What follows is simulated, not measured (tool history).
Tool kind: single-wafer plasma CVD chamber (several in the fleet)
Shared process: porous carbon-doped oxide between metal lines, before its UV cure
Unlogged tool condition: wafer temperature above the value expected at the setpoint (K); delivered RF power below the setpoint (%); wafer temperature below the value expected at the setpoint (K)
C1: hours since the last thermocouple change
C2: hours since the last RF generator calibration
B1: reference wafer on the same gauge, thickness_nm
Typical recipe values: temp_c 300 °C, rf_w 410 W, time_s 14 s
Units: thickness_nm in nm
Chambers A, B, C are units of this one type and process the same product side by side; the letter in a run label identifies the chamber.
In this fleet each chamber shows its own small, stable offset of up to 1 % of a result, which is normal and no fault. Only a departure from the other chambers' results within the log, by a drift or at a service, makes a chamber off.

{"run": "1B", "hour": 5.4, "temp_c": 300, "rf_w": 410, "time_s": 14, "C1": 989.3, "C2": 892.6, "B1": 59.769, "thickness_nm": 66.384}
{"run": "2A", "hour": 15.0, "temp_c": 300, "rf_w": 410, "time_s": 14, "C1": 1086.1, "C2": 1494.3, "B1": 59.749, "thickness_nm": 66.49}
{"run": "3C", "hour": 19.9, "temp_c": 300, "rf_w": 410, "time_s": 14, "C1": 1044.8, "C2": 1102.3, "B1": 59.777, "thickness_nm": 66.864}
{"run": "4B", "hour": 27.0, "temp_c": 300, "rf_w": 410, "time_s": 14, "C1": 1010.9, "C2": 914.2, "B1": 59.776, "thickness_nm": 66.72}
{"hour": 27.9, "done": "chamber B: RF generator calibrated"}
{"run": "5C", "hour": 32.0, "temp_c": 300, "rf_w": 410, "time_s": 14, "C1": 1056.9, "C2": 1114.4, "B1": 59.848, "thickness_nm": 66.681}
{"run": "6A", "hour": 40.3, "temp_c": 300, "rf_w": 410, "time_s": 14, "C1": 1111.4, "C2": 1519.6, "B1": 59.812, "thickness_nm": 66.827}
{"hour": 43.4, "done": "chamber B: thermocouple changed; heater temperature recalibrated"}
{"run": "7B", "hour": 49.8, "temp_c": 300, "rf_w": 410, "time_s": 14, "C1": 6.5, "C2": 21.9, "B1": 59.806, "thickness_nm": 66.667}
{"run": "8A", "hour": 57.4, "temp_c": 300, "rf_w": 410, "time_s": 14, "C1": 1128.5, "C2": 1536.7, "B1": 59.858, "thickness_nm": 67.312}
{"run": "9C", "hour": 64.0, "temp_c": 300, "rf_w": 410, "time_s": 14, "C1": 1088.9, "C2": 1146.4, "B1": 59.724, "thickness_nm": 67.026}
{"run": "10B", "hour": 69.5, "temp_c": 300, "rf_w": 370, "time_s": 14, "C1": 26.2, "C2": 41.6, "B1": 59.806, "thickness_nm": 61.749}
{"run": "11A", "hour": 75.3, "temp_c": 300, "rf_w": 370, "time_s": 14, "C1": 1146.4, "C2": 1554.6, "B1": 59.829, "thickness_nm": 62.064}
{"run": "12C", "hour": 84.9, "temp_c": 300, "rf_w": 370, "time_s": 14, "C1": 1109.8, "C2": 1167.3, "B1": 59.737, "thickness_nm": 61.509}
{"run": "13C", "hour": 90.6, "temp_c": 300, "rf_w": 410, "time_s": 14, "C1": 1115.5, "C2": 1173, "B1": 59.852, "thickness_nm": 67.087}
{"run": "14B", "hour": 100.1, "temp_c": 300, "rf_w": 410, "time_s": 14, "C1": 56.8, "C2": 72.2, "B1": 59.815, "thickness_nm": 66.964}
{"run": "15A", "hour": 109.6, "temp_c": 300, "rf_w": 410, "time_s": 14, "C1": 1180.7, "C2": 1588.9, "B1": 59.72, "thickness_nm": 66.984}
{"run": "16A", "hour": 114.2, "temp_c": 300, "rf_w": 410, "time_s": 14, "C1": 1185.3, "C2": 1593.5, "B1": 59.785, "thickness_nm": 67.19}
{"run": "17B", "hour": 119.2, "temp_c": 300, "rf_w": 410, "time_s": 14, "C1": 75.9, "C2": 91.3, "B1": 59.876, "thickness_nm": 66.684}
{"run": "18C", "hour": 123.7, "temp_c": 300, "rf_w": 410, "time_s": 14, "C1": 1148.6, "C2": 1206.1, "B1": 59.794, "thickness_nm": 65.748}
{"run": "19C", "hour": 133.4, "temp_c": 300, "rf_w": 410, "time_s": 14, "C1": 1158.3, "C2": 1215.8, "B1": 59.765, "thickness_nm": 66.377}
{"run": "20B", "hour": 141.8, "temp_c": 300, "rf_w": 410, "time_s": 14, "C1": 98.5, "C2": 113.9, "B1": 59.761, "thickness_nm": 66.45}
{"run": "21A", "hour": 149.2, "temp_c": 300, "rf_w": 410, "time_s": 12.9, "C1": 1220.3, "C2": 1628.5, "B1": 59.857, "thickness_nm": 62.065}
{"run": "22B", "hour": 158.2, "temp_c": 300, "rf_w": 410, "time_s": 12.9, "C1": 114.9, "C2": 130.3, "B1": 59.836, "thickness_nm": 61.416}
{"run": "23C", "hour": 163.5, "temp_c": 300, "rf_w": 410, "time_s": 12.9, "C1": 1188.4, "C2": 1245.9, "B1": 59.833, "thickness_nm": 60.911}
{"run": "24A", "hour": 173.0, "temp_c": 306, "rf_w": 410, "time_s": 15, "C1": 1244.1, "C2": 1652.3, "B1": 59.817, "thickness_nm": 69.415}
{"run": "25C", "hour": 181.3, "temp_c": 306, "rf_w": 410, "time_s": 15, "C1": 1206.2, "C2": 1263.7, "B1": 59.794, "thickness_nm": 68.212}
{"run": "26B", "hour": 187.9, "temp_c": 306, "rf_w": 410, "time_s": 15, "C1": 144.6, "C2": 160, "B1": 59.818, "thickness_nm": 69.171}
{"run": "27A", "hour": 195.5, "temp_c": 300, "rf_w": 410, "time_s": 14, "C1": 1266.6, "C2": 1674.8, "B1": 59.77, "thickness_nm": 67.532}
{"run": "28A", "hour": 201.6, "temp_c": 300, "rf_w": 410, "time_s": 14, "C1": 1272.7, "C2": 1680.9, "B1": 59.782, "thickness_nm": 66.969}
{"run": "29B", "hour": 207.5, "temp_c": 300, "rf_w": 410, "time_s": 14, "C1": 164.2, "C2": 179.6, "B1": 59.825, "thickness_nm": 66.557}
{"run": "30C", "hour": 215.1, "temp_c": 300, "rf_w": 410, "time_s": 14, "C1": 1240, "C2": 1297.5, "B1": 59.788, "thickness_nm": 65.626}
{"run": "31B", "hour": 223.4, "temp_c": 290, "rf_w": 410, "time_s": 14, "C1": 180.1, "C2": 195.5, "B1": 59.805, "thickness_nm": 71.008}
{"run": "32A", "hour": 231.0, "temp_c": 290, "rf_w": 410, "time_s": 14, "C1": 1302.1, "C2": 1710.3, "B1": 59.859, "thickness_nm": 71.281}
{"run": "33C", "hour": 238.2, "temp_c": 290, "rf_w": 410, "time_s": 14, "C1": 1263.1, "C2": 1320.6, "B1": 59.8, "thickness_nm": 69.332}
{"run": "34A", "hour": 247.3, "temp_c": 300, "rf_w": 410, "time_s": 14, "C1": 1318.4, "C2": 1726.6, "B1": 59.814, "thickness_nm": 67.225}
{"run": "35B", "hour": 257.0, "temp_c": 300, "rf_w": 410, "time_s": 14, "C1": 213.7, "C2": 229.1, "B1": 59.829, "thickness_nm": 66.951}
{"run": "36C", "hour": 263.1, "temp_c": 300, "rf_w": 410, "time_s": 14, "C1": 1288, "C2": 1345.5, "B1": 59.779, "thickness_nm": 65.178}

Next, all 3 chambers run the settings below, one line each with question marks for the results. What does each chamber give?
{"run": "37A", "hour": 270.4, "temp_c": 307, "rf_w": 410, "time_s": 14, "thickness_nm": "?"}
{"run": "37B", "hour": 270.4, "temp_c": 307, "rf_w": 410, "time_s": 14, "thickness_nm": "?"}
{"run": "37C", "hour": 270.4, "temp_c": 307, "rf_w": 410, "time_s": 14, "thickness_nm": "?"}

run=37A thickness_nm=64.837
run=37B thickness_nm=64.114
run=37C thickness_nm=62.609

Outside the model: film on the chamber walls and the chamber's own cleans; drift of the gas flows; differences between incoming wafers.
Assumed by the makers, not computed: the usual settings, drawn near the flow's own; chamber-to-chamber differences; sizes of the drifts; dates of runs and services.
